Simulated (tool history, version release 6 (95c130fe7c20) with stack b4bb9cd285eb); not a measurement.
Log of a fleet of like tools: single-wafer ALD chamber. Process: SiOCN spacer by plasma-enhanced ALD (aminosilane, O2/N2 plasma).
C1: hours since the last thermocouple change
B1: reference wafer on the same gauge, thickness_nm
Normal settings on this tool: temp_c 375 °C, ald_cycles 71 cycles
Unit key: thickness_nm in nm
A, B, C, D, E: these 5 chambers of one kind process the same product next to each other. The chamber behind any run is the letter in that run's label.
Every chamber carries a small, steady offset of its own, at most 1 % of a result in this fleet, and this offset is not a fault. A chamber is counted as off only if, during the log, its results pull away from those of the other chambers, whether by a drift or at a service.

{"hour": 7.3, "done": "chamber A: thermocouple changed; heater temperature recalibrated"}
{"run": "1E", "hour": 12.5, "temp_c": 375, "ald_cycles": 71, "C1": 1609.6, "B1": 3.8486, "thickness_nm": 4.26}
{"run": "2A", "hour": 22.7, "temp_c": 375, "ald_cycles": 71, "C1": 15.4, "B1": 3.8485, "thickness_nm": 4.3119}
{"run": "3C", "hour": 35.1, "temp_c": 375, "ald_cycles": 71, "C1": 1662.7, "B1": 3.8484, "thickness_nm": 4.2939}
{"run": "4D", "hour": 44.6, "temp_c": 375, "ald_cycles": 71, "C1": 385.8, "B1": 3.8461, "thickness_nm": 4.2768}
{"run": "5B", "hour": 53.8, "temp_c": 375, "ald_cycles": 71, "C1": 202.1, "B1": 3.8455, "thickness_nm": 4.2436}
{"run": "6B", "hour": 68.2, "temp_c": 375, "ald_cycles": 71, "C1": 216.5, "B1": 3.846, "thickness_nm": 4.2475}
{"run": "7E", "hour": 79.6, "temp_c": 375, "ald_cycles": 71, "C1": 1676.7, "B1": 3.844, "thickness_nm": 4.2642}
{"run": "8C", "hour": 88.5, "temp_c": 375, "ald_cycles": 71, "C1": 1716.1, "B1": 3.8452, "thickness_nm": 4.2785}
{"run": "9D", "hour": 100.9, "temp_c": 375, "ald_cycles": 71, "C1": 442.1, "B1": 3.8438, "thickness_nm": 4.261}
{"run": "10A", "hour": 115.5, "temp_c": 369, "ald_cycles": 66, "C1": 108.2, "B1": 3.8427, "thickness_nm": 4.0084}
{"hour": 122.7, "done": "chamber E: thermocouple changed; heater temperature recalibrated"}
{"run": "11E", "hour": 123.7, "temp_c": 369, "ald_cycles": 66, "C1": 1, "B1": 3.8428, "thickness_nm": 3.9544}
{"run": "12B", "hour": 138.3, "temp_c": 369, "ald_cycles": 66, "C1": 286.6, "B1": 3.8404, "thickness_nm": 3.9348}
{"run": "13A", "hour": 145.2, "temp_c": 369, "ald_cycles": 66, "C1": 137.9, "B1": 3.8403, "thickness_nm": 3.9898}
{"run": "14C", "hour": 153.8, "temp_c": 369, "ald_cycles": 66, "C1": 1781.4, "B1": 3.841, "thickness_nm": 3.964}
{"run": "15D", "hour": 168.2, "temp_c": 375, "ald_cycles": 71, "C1": 509.4, "B1": 3.8411, "thickness_nm": 4.2612}
{"run": "16B", "hour": 178.3, "temp_c": 385, "ald_cycles": 84, "C1": 326.6, "B1": 3.8382, "thickness_nm": 5.0146}
{"run": "17D", "hour": 191.7, "temp_c": 385, "ald_cycles": 84, "C1": 532.9, "B1": 3.8397, "thickness_nm": 5.037}
{"run": "18A", "hour": 205.2, "temp_c": 385, "ald_cycles": 84, "C1": 197.9, "B1": 3.8385, "thickness_nm": 5.079}
{"run": "19C", "hour": 218.7, "temp_c": 385, "ald_cycles": 84, "C1": 1846.3, "B1": 3.8366, "thickness_nm": 5.0634}
{"run": "20E", "hour": 226.9, "temp_c": 385, "ald_cycles": 84, "C1": 104.2, "B1": 3.8353, "thickness_nm": 5.0164}
{"run": "21B", "hour": 238.1, "temp_c": 375, "ald_cycles": 71, "C1": 386.4, "B1": 3.8354, "thickness_nm": 4.2307}
{"run": "22E", "hour": 245.0, "temp_c": 365, "ald_cycles": 71, "C1": 122.3, "B1": 3.8354, "thickness_nm": 4.2437}
{"run": "23A", "hour": 257.8, "temp_c": 365, "ald_cycles": 71, "C1": 250.5, "B1": 3.8355, "thickness_nm": 4.3029}
{"run": "24C", "hour": 265.9, "temp_c": 365, "ald_cycles": 71, "C1": 1893.5, "B1": 3.8331, "thickness_nm": 4.259}
{"run": "25D", "hour": 281.7, "temp_c": 365, "ald_cycles": 71, "C1": 622.9, "B1": 3.8321, "thickness_nm": 4.2563}
{"run": "26E", "hour": 293.3, "temp_c": 365, "ald_cycles": 71, "C1": 170.6, "B1": 3.8328, "thickness_nm": 4.2417}
{"run": "27A", "hour": 307.1, "temp_c": 375, "ald_cycles": 71, "C1": 299.8, "B1": 3.8323, "thickness_nm": 4.2836}
{"run": "28C", "hour": 317.5, "temp_c": 375, "ald_cycles": 71, "C1": 1945.1, "B1": 3.8295, "thickness_nm": 4.2649}
{"run": "29B", "hour": 333.0, "temp_c": 375, "ald_cycles": 71, "C1": 481.3, "B1": 3.8299, "thickness_nm": 4.2143}
{"run": "30D", "hour": 347.5, "temp_c": 382, "ald_cycles": 78, "C1": 688.7, "B1": 3.8283, "thickness_nm": 4.662}
{"run": "31C", "hour": 359.3, "temp_c": 382, "ald_cycles": 78, "C1": 1986.9, "B1": 3.8281, "thickness_nm": 4.6773}
{"run": "32B", "hour": 369.4, "temp_c": 382, "ald_cycles": 78, "C1": 517.7, "B1": 3.8287, "thickness_nm": 4.6408}

All 5 chambers run these settings next. Forecast each chamber's results:
{"run": "33A", "hour": 380.8, "temp_c": 375, "ald_cycles": 63, "thickness_nm": "?"}
{"run": "33B", "hour": 380.8, "temp_c": 375, "ald_cycles": 63, "thickness_nm": "?"}
{"run": "33C", "hour": 380.8, "temp_c": 375, "ald_cycles": 63, "thickness_nm": "?"}
{"run": "33D", "hour": 380.8, "temp_c": 375, "ald_cycles": 63, "thickness_nm": "?"}
{"run": "33E", "hour": 380.8, "temp_c": 375, "ald_cycles": 63, "thickness_nm": "?"}

run=33A thickness_nm=3.7976
run=33B thickness_nm=3.736
run=33C thickness_nm=3.7819
run=33D thickness_nm=3.7714
run=33E thickness_nm=3.7732
